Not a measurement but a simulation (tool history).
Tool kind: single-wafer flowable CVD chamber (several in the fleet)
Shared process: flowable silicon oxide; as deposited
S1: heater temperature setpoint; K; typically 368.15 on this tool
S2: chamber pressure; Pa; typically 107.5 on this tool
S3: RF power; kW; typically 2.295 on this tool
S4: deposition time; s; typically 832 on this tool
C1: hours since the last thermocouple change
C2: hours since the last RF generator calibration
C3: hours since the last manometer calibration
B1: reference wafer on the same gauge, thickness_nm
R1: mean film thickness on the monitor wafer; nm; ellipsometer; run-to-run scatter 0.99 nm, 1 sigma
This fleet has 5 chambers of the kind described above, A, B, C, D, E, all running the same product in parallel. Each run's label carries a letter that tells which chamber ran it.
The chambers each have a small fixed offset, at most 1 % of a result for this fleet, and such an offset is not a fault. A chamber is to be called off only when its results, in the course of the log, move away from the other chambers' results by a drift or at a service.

Run 1A, hour 8.4: usual settings; C1 1656.2; C2 987.9; C3 637.2; B1 588.7. Result: R1 612.73 nm.
Run 2C, hour 16.1: usual settings; C1 1660.7; C2 211; C3 571.7; B1 588.69. Result: R1 618.33 nm.
Run 3B, hour 22.3: usual settings; C1 623.4; C2 1214.4; C3 932.2; B1 588.69. Result: R1 618.67 nm.
Run 4D, hour 29: usual settings; C1 575.9; C2 1859.5; C3 1912.7; B1 588.98. Result: R1 624.31 nm.
Run 5E, hour 35.3: usual settings; C1 2276.9; C2 91.7; C3 260.1; B1 588.43. Result: R1 613.68 nm.
Run 6C, hour 40.7: usual settings; C1 1685.3; C2 235.6; C3 596.3; B1 588.73. Result: R1 617.06 nm.
At hour 44.4: chamber D: capacitance manometer re-zeroed and calibrated.
Run 7E, hour 45: usual settings; C1 2286.6; C2 101.4; C3 269.8; B1 588.27. Result: R1 613.73 nm.
Run 8D, hour 51.6: usual settings; C1 598.5; C2 1882.1; C3 7.3; B1 588.3. Result: R1 623.09 nm.
Run 9A, hour 56.8: usual settings; C1 1704.6; C2 1036.3; C3 685.6; B1 588.11. Result: R1 614.1 nm.
Run 10B, hour 63.8: usual settings; C1 664.9; C2 1255.9; C3 973.7; B1 588.25. Result: R1 614.22 nm.
Run 11C, hour 70.9: usual settings; C1 1715.5; C2 265.8; C3 626.5; B1 587.91. Result: R1 616.02 nm.
Run 12E, hour 78.1: usual settings but S1 382.15 K, S3 2.565 kW; C1 2319.7; C2 134.5; C3 302.9; B1 588.2. Result: R1 391.06 nm.
Run 13B, hour 84.2: usual settings but S1 382.15 K, S3 2.565 kW; C1 685.3; C2 1276.3; C3 994.1; B1 587.83. Result: R1 396.2 nm.
Run 14A, hour 90.3: usual settings but S1 382.15 K, S3 2.565 kW; C1 1738.1; C2 1069.8; C3 719.1; B1 587.81. Result: R1 390 nm.
Run 15D, hour 97.9: usual settings but S1 382.15 K, S3 2.565 kW; C1 644.8; C2 1928.4; C3 53.6; B1 587.92. Result: R1 399.24 nm.
Run 16D, hour 104: usual settings but S1 382.15 K, S3 2.565 kW; C1 650.9; C2 1934.5; C3 59.7; B1 587.3. Result: R1 397.8 nm.
Run 17E, hour 109.9: usual settings; C1 2351.5; C2 166.3; C3 334.7; B1 587.34. Result: R1 611.81 nm.
Run 18C, hour 118.6: usual settings; C1 1763.2; C2 313.5; C3 674.2; B1 587.5. Result: R1 614.35 nm.
Run 19B, hour 126.5: usual settings; C1 727.6; C2 1318.6; C3 1036.4; B1 587.15. Result: R1 615.27 nm.
Run 20A, hour 131.4: usual settings; C1 1779.2; C2 1110.9; C3 760.2; B1 587.36. Result: R1 611.67 nm.
Run 21E, hour 137.1: usual settings but S2 82.9 Pa, S4 949 s; C1 2378.7; C2 193.5; C3 361.9; B1 587.15. Result: R1 498.43 nm.
Run 22C, hour 145.8: usual settings but S2 82.9 Pa, S4 949 s; C1 1790.4; C2 340.7; C3 701.4; B1 586.94. Result: R1 495.38 nm.
Run 23D, hour 153.8: usual settings but S2 82.9 Pa, S4 949 s; C1 700.7; C2 1984.3; C3 109.5; B1 586.97. Result: R1 503.23 nm.
Run 24A, hour 162.4: usual settings but S2 82.9 Pa, S4 949 s; C1 1810.2; C2 1141.9; C3 791.2; B1 586.81. Result: R1 494.54 nm.
Run 25B, hour 170.8: usual settings but S2 82.9 Pa, S4 949 s; C1 771.9; C2 1362.9; C3 1080.7; B1 586.51. Result: R1 494.06 nm.
Run 26D, hour 176.3: usual settings; C1 723.2; C2 2006.8; C3 132; B1 586.64. Result: R1 620.07 nm.
Run 27C, hour 184.2: usual settings; C1 1828.8; C2 379.1; C3 739.8; B1 586.72. Result: R1 615.29 nm.
Run 28E, hour 189.3: usual settings; C1 2430.9; C2 245.7; C3 414.1; B1 586.67. Result: R1 612.78 nm.
Run 29B, hour 194.8: usual settings; C1 795.9; C2 1386.9; C3 1104.7; B1 586.35. Result: R1 615.29 nm.
Run 30A, hour 200.3: usual settings but S1 361.15 K, S2 89.2 Pa; C1 1848.1; C2 1179.8; C3 829.1; B1 586.45. Result: R1 599.15 nm.
Run 31E, hour 207.8: usual settings but S1 361.15 K, S2 89.2 Pa; C1 2449.4; C2 264.2; C3 432.6; B1 586.45. Result: R1 603.07 nm.
Run 32B, hour 215.4: usual settings but S1 361.15 K, S2 89.2 Pa; C1 816.5; C2 1407.5; C3 1125.3; B1 586.11. Result: R1 598.83 nm.
Run 33C, hour 222.2: usual settings but S1 361.15 K, S2 89.2 Pa; C1 1866.8; C2 417.1; C3 777.8; B1 586.13. Result: R1 601.26 nm.
Run 34A, hour 227.5: usual settings but S1 361.15 K, S2 89.2 Pa; C1 1875.3; C2 1207; C3 856.3; B1 585.8. Result: R1 601.24 nm.
Run 35D, hour 233.9: usual settings; C1 780.8; C2 2064.4; C3 189.6; B1 585.97. Result: R1 619.67 nm.
Run 36A, hour 238.3: usual settings; C1 1886.1; C2 1217.8; C3 867.1; B1 585.95. Result: R1 610.67 nm.
Run 37D, hour 246.6: usual settings; C1 793.5; C2 2077.1; C3 202.3; B1 585.86. Result: R1 619.42 nm.
Run 38B, hour 255.3: usual settings but S4 896 s; C1 856.4; C2 1447.4; C3 1165.2; B1 585.54. Result: R1 663.51 nm.
Run 39C, hour 264.3: usual settings but S4 896 s; C1 1908.9; C2 459.2; C3 819.9; B1 585.51. Result: R1 660.58 nm.
Run 40E, hour 268.7: usual settings but S4 896 s; C1 2510.3; C2 325.1; C3 493.5; B1 585.35. Result: R1 659.36 nm.
Run 41C, hour 277.9: usual settings but S4 896 s; C1 1922.5; C2 472.8; C3 833.5; B1 585.46. Result: R1 660.51 nm.
Run 42E, hour 282: usual settings but S4 896 s; C1 2523.6; C2 338.4; C3 506.8; B1 585.1. Result: R1 657.25 nm.

Has any chamber moved away from the others, gradually or after a service, or does the common gauge drift, or do the chambers differ only by their own small steady offsets? State the chamber and the most likely cause if one applies.

None of the chambers is off. What moves is the gauge, dragging all their readings along together.
Likeliest cause: gauge reads low (%) = 0.655.
